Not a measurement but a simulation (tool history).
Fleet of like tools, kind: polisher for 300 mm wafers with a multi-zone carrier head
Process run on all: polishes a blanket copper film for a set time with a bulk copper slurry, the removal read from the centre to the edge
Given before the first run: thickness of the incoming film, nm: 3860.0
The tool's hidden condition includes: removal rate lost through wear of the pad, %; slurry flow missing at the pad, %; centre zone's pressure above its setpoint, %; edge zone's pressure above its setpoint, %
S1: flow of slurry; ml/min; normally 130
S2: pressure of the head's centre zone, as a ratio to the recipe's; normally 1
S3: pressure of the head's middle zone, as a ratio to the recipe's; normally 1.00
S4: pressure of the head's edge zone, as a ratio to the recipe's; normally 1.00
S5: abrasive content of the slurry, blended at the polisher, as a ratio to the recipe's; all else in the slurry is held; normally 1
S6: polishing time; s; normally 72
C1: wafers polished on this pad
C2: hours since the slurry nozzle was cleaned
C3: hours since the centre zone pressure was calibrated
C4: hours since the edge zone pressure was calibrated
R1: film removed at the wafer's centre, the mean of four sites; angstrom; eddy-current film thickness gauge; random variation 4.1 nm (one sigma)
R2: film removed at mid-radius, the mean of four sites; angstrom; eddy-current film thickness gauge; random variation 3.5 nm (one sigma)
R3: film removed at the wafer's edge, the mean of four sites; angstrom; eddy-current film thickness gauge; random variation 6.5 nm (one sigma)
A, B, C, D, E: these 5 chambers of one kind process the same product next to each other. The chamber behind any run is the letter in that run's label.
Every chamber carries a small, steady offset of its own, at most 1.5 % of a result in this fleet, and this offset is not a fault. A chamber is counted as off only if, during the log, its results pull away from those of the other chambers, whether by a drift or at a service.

run 1E day=0.225 | S1=130 S2=1 S3=1.00 S4=1.00 S5=1 S6=72 | C1=574 C2=147.7 C3=449.2 C4=109.8 | R1=4638.1 R2=4667.5 R3=4770.7
run 2C day=0.625 | S1=130 S2=1 S3=1.00 S4=1.00 S5=1 S6=72 | C1=1133 C2=632.8 C3=219.4 C4=707.5 | R1=4562.0 R2=4660.6 R3=4599.8
-- day=0.633 chamber A: edge zone pressure recalibrated
-- day=0.683 chamber B: edge zone pressure recalibrated
-- day=0.762 chamber D: worn pad replaced by a new one
run 3A day=0.817 | S1=130 S2=1 S3=1.00 S4=1.00 S5=1 S6=72 | C1=1049 C2=287.5 C3=248.4 C4=4.5 | R1=4620.7 R2=4618.6 R3=4701.8
-- day=0.983 chamber C: worn pad replaced by a new one
run 4D day=1.038 | S1=130 S2=1 S3=1.00 S4=1.00 S5=1 S6=72 | C1=92 C2=138.3 C3=199.7 C4=48.5 | R1=4560.8 R2=4537.8 R3=4557.2
-- day=1.204 chamber B: worn pad replaced by a new one
run 5B day=1.254 | S1=130 S2=1 S3=1.00 S4=1.00 S5=1 S6=72 | C1=17 C2=384.2 C3=370.1 C4=13.7 | R1=4681.7 R2=4668.2 R3=4565.7
-- day=1.529 chamber A: worn pad replaced by a new one
run 6C day=1.562 | S1=130 S2=1 S3=1.00 S4=1.00 S5=1 S6=72 | C1=193 C2=655.3 C3=241.9 C4=730.0 | R1=4574.4 R2=4552.5 R3=4617.6
run 7E day=1.971 | S1=130 S2=1 S3=1.00 S4=1.00 S5=1 S6=72 | C1=1157 C2=189.6 C3=491.1 C4=151.7 | R1=4568.4 R2=4582.9 R3=4547.6
-- day=2.233 chamber A: centre zone pressure recalibrated
run 8D day=2.246 | S1=130 S2=1 S3=1.00 S4=1.00 S5=1 S6=72 | C1=495 C2=167.3 C3=228.7 C4=77.5 | R1=4483.9 R2=4574.1 R3=4488.1
-- day=2.525 chamber E: worn pad replaced by a new one
run 9A day=2.571 | S1=130 S2=1 S3=1.00 S4=1.00 S5=1 S6=72 | C1=348 C2=329.6 C3=8.1 C4=46.6 | R1=4601.5 R2=4623.3 R3=4800.6
run 10B day=2.829 | S1=130 S2=1 S3=1.00 S4=1.00 S5=1 S6=72 | C1=543 C2=422.0 C3=407.9 C4=51.5 | R1=4566.4 R2=4688.5 R3=4713.1
-- day=2.983 chamber B: worn pad replaced by a new one
run 11B day=3.129 | S1=130 S2=1 S3=1.00 S4=1.00 S5=1 S6=72 | C1=49 C2=429.2 C3=415.1 C4=58.7 | R1=4594.8 R2=4619.5 R3=4531.7
run 12C day=3.433 | S1=130 S2=1 S3=1.00 S4=1.00 S5=1 S6=72 | C1=817 C2=700.2 C3=286.8 C4=774.9 | R1=4591.2 R2=4615.2 R3=4522.5
run 13D day=3.800 | S1=130 S2=1 S3=1.00 S4=1.00 S5=1 S6=72 | C1=1014 C2=204.6 C3=266.0 C4=114.8 | R1=4524.7 R2=4585.4 R3=4691.9
run 14E day=4.158 | S1=130 S2=1 S3=1.00 S4=1.00 S5=1 S6=72 | C1=545 C2=242.1 C3=543.6 C4=204.2 | R1=4571.1 R2=4480.6 R3=4586.5
run 15A day=4.350 | S1=130 S2=1 S3=1.00 S4=1.00 S5=1 S6=72 | C1=942 C2=372.3 C3=50.8 C4=89.3 | R1=4751.0 R2=4603.3 R3=4656.3
run 16D day=4.642 | S1=85 S2=1 S3=1.07 S4=1.00 S5=1 S6=72 | C1=1294 C2=224.8 C3=286.2 C4=135.0 | R1=3981.4 R2=4309.3 R3=4411.7
-- day=4.683 chamber C: worn pad replaced by a new one
-- day=4.883 chamber B: worn pad replaced by a new one
run 17A day=5.029 | S1=85 S2=1 S3=1.07 S4=1.00 S5=1 S6=72 | C1=1168 C2=388.6 C3=67.1 C4=105.6 | R1=4051.3 R2=4329.4 R3=4194.6
-- day=5.125 chamber D: worn pad replaced by a new one
run 18C day=5.438 | S1=85 S2=1 S3=1.07 S4=1.00 S5=1 S6=72 | C1=252 C2=748.3 C3=334.9 C4=823.0 | R1=3994.3 R2=4347.7 R3=4301.8
run 19B day=5.717 | S1=85 S2=1 S3=1.07 S4=1.00 S5=1 S6=72 | C1=278 C2=491.3 C3=477.2 C4=120.8 | R1=4038.4 R2=4395.4 R3=4282.1
-- day=5.942 chamber D: slurry nozzle cleaned
run 20E day=5.992 | S1=85 S2=1 S3=1.07 S4=1.00 S5=1 S6=72 | C1=1157 C2=286.1 C3=587.6 C4=248.2 | R1=3838.5 R2=4026.1 R3=4137.9
-- day=5.996 chamber A: worn pad replaced by a new one
-- day=6.188 chamber E: worn pad replaced by a new one
run 21D day=6.408 | S1=130 S2=1 S3=1.00 S4=1.00 S5=1 S6=72 | C1=428 C2=11.3 C3=328.6 C4=177.4 | R1=4540.2 R2=4503.0 R3=4608.2
-- day=6.517 chamber B: worn pad replaced by a new one
run 22C day=6.704 | S1=130 S2=1 S3=1.00 S4=1.00 S5=1 S6=72 | C1=674 C2=778.7 C3=365.3 C4=853.4 | R1=4666.7 R2=4591.5 R3=4587.4
run 23A day=7.012 | S1=95 S2=1 S3=0.94 S4=1.00 S5=1 S6=72 | C1=340 C2=436.2 C3=114.7 C4=153.2 | R1=4295.5 R2=4040.6 R3=4464.1
run 24B day=7.250 | S1=95 S2=1 S3=0.94 S4=1.00 S5=1 S6=72 | C1=245 C2=528.1 C3=514.0 C4=157.6 | R1=4214.0 R2=3977.6 R3=4415.0
-- day=7.325 chamber B: slurry nozzle cleaned
run 25E day=7.558 | S1=95 S2=1 S3=0.94 S4=1.00 S5=1 S6=72 | C1=457 C2=323.7 C3=625.2 C4=285.8 | R1=3841.2 R2=3651.2 R3=4081.4
run 26A day=7.804 | S1=95 S2=1 S3=0.94 S4=1.00 S5=1 S6=72 | C1=604 C2=455.2 C3=133.7 C4=172.2 | R1=4238.9 R2=4046.8 R3=4397.8
run 27D day=8.083 | S1=95 S2=1 S3=0.94 S4=1.00 S5=1 S6=72 | C1=987 C2=51.5 C3=368.8 C4=217.6 | R1=4164.3 R2=4042.5 R3=4375.3
run 28E day=8.317 | S1=130 S2=1 S3=1.00 S4=1.00 S5=1 S6=72 | C1=710 C2=341.9 C3=643.4 C4=304.0 | R1=4258.1 R2=4236.5 R3=4453.5
-- day=8.458 chamber C: worn pad replaced by a new one
-- day=8.512 chamber B: worn pad replaced by a new one
run 29C day=8.562 | S1=130 S2=1 S3=1.00 S4=0.95 S5=1 S6=72 | C1=35 C2=823.3 C3=409.9 C4=898.0 | R1=4512.2 R2=4610.5 R3=4530.1
run 30B day=8.946 | S1=130 S2=1 S3=1.00 S4=0.95 S5=1 S6=72 | C1=145 C2=38.9 C3=554.7 C4=198.3 | R1=4647.9 R2=4593.8 R3=4619.3

Read the log: is a single chamber off, either drifting away or since a service, is the gauge that measures every chamber drifting, or is nothing wrong beyond small per-chamber offsets? Name any odd chamber and what most likely caused it.

Chamber E drifts away from the others.
Most likely cause: slurry flow missing at the pad, % = 30.9.

Which of the 4 candidates below, each the usual settings with something changed and its results left as question marks, puts chamber E back in line with what the other chambers give on the usual settings?
In line here means within this much of the mean the other chambers give on the usual settings: R1 140.0 angstrom; R2 120.0 angstrom; R3 230.0 angstrom
run 31E-1 day=9.242 | S1=135 S2=1.01 S3=1.01 S4=0.99 S5=1 S6=74 | R1=? R2=? R3=?
run 31E-2 day=9.242 | S1=125 S2=0.98 S3=0.98 S4=1.02 S5=1 S6=68 | R1=? R2=? R3=?
run 31E-3 day=9.242 | S1=125 S2=0.99 S3=0.99 S4=1.01 S5=1 S6=70 | R1=? R2=? R3=?
run 31E-4 day=9.242 | S1=135 S2=1.03 S3=1.01 S4=0.99 S5=1 S6=77 | R1=? R2=? R3=?

On the usual settings, the other chambers give on average: R1 4616.8 angstrom; R2 4606.9 angstrom; R3 4628.1 angstrom
run=31E-1 R1=4380.3 R2=4417.7 R3=4471.6
run=31E-2 R1=3784.4 R2=3855.9 R3=4109.8
run=31E-3 R1=3940.3 R2=4006.2 R3=4208.2
run=31E-4 R1=4658.1 R2=4596.3 R3=4652.9
31E-4 is the one that brings the chamber's results back in line with the other chambers.
